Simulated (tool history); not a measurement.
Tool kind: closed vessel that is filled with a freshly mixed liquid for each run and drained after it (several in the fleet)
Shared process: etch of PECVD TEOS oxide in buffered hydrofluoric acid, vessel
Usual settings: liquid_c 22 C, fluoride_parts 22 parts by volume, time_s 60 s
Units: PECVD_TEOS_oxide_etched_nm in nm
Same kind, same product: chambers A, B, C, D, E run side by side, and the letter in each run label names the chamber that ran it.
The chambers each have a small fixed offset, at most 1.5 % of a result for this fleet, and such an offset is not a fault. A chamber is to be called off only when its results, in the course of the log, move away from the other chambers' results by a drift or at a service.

run	hour	liquid_c	fluoride_parts	time_s	hours since the thermometer was replaced	hours since the hydrofluoric acid flow meter was replaced	read-back film thickness of the PECVD TEOS oxide reference wafer, read on the same gauge (nm)	PECVD_TEOS_oxide_etched_nm
1C	6.6	22	22	60	791.2	281.0	29.976	42.455
2B	13.3	22	22	60	685.9	1245.5	30.021	41.937
3A	24.1	22	22	60	710.7	948.9	29.979	41.995
4D	38.2	22	22	60	231.9	1392.2	29.988	42.282
5E	46.0	22	22	60	966.2	427.6	30.011	41.923
6A	59.2	22	22	60	745.8	984.0	30.032	42.063
7D	67.1	22	19	90	260.8	1421.1	30.035	70.023
8E	74.4	22	19	90	994.6	456.0	30.006	70.852
9C	86.3	22	19	90	870.9	360.7	29.987	71.985
10B	95.5	22	19	90	768.1	1327.7	29.984	69.780
11C	109.0	22	19	90	893.6	383.4	29.997	71.861
# hour 112.2: chamber E: thermometer replaced
12B	122.1	22	22	60	794.7	1354.3	29.988	41.145
13A	132.6	22	22	60	819.2	1057.4	29.997	42.026
14D	141.0	22	22	60	334.7	1495.0	30.028	41.826
15E	147.8	22	22	60	35.6	529.4	29.965	41.920
16E	155.9	22	22	60	43.7	537.5	30.042	42.294
17C	163.8	22	22	60	948.4	438.2	30.040	41.948
18A	176.9	22	22	60	863.5	1101.7	29.974	41.592
19D	189.8	22	22	50	383.5	1543.8	29.992	34.638
20B	196.6	22	22	50	869.2	1428.8	29.965	34.737
21C	207.7	22	22	50	992.3	482.1	29.998	35.148
22D	217.0	22	22	50	410.7	1571.0	30.018	35.025
23A	229.2	22	22	50	915.8	1154.0	30.022	35.041
24B	239.8	22	22	60	912.4	1472.0	30.004	41.326
25E	253.5	22	22	60	141.3	635.1	29.962	41.298
26C	268.1	22	22	60	1052.7	542.5	29.968	41.595
27B	276.9	22	22	60	949.5	1509.1	30.029	41.573
28D	284.7	22	26	60	478.4	1638.7	30.032	37.281
29E	298.3	22	26	60	186.1	679.9	30.029	36.567
30A	306.6	22	26	60	993.2	1231.4	29.980	37.453
# hour 310.4: chamber C: thermometer replaced
31E	315.1	22	26	60	202.9	696.7	30.055	35.961
32A	325.8	22	26	60	1012.4	1250.6	30.010	37.425
33B	333.5	22	22	60	1006.1	1565.7	30.012	41.488
34D	341.2	22	22	60	534.9	1695.2	30.031	41.883
35C	354.6	22	22	60	44.2	629.0	29.972	42.112
36B	365.3	22	22	60	1037.9	1597.5	30.010	41.327
37D	373.9	22	22	60	567.6	1727.9	29.990	42.046
38C	388.2	22	22	60	77.8	662.6	30.037	42.202
39E	395.8	22	22	60	283.6	777.4	30.040	40.109
40A	403.9	22	22	60	1090.5	1328.7	30.009	41.606

Has any chamber moved away from the others, gradually or after a service, or does the common gauge drift, or do the chambers differ only by their own small steady offsets? State the chamber and the most likely cause if one applies.

One chamber, E, drifts off from the rest bit by bit.
Cause: hydrofluoric acid flow below the setpoint (%) = 8.42.
The log may not tell that from: liquid colder than its thermometer reads (K).

Below are 4 candidate recipes for chamber E's next run, each the usual settings with a change, their results shown as question marks. Which of them brings E's results back in line with what the other chambers give on the usual settings?
Counts as in line when no further than this from what the other chambers average on the usual settings: PECVD_TEOS_oxide_etched_nm 1.000 nm
41E-1	414.4	22.0	23.5	60				?
41E-2	414.4	22.0	22.5	55				?
41E-3	414.4	22.0	21.5	65				?
41E-4	414.4	22.5	21.0	60				?

Other chambers, usual settings, mean: PECVD_TEOS_oxide_etched_nm 41.829 nm
run	PECVD_TEOS_oxide_etched_nm
41E-1	37.894
41E-2	35.802
41E-3	43.671
41E-4	42.128
The right change is 41E-4: it brings the chamber back within the allowed miss of the others.
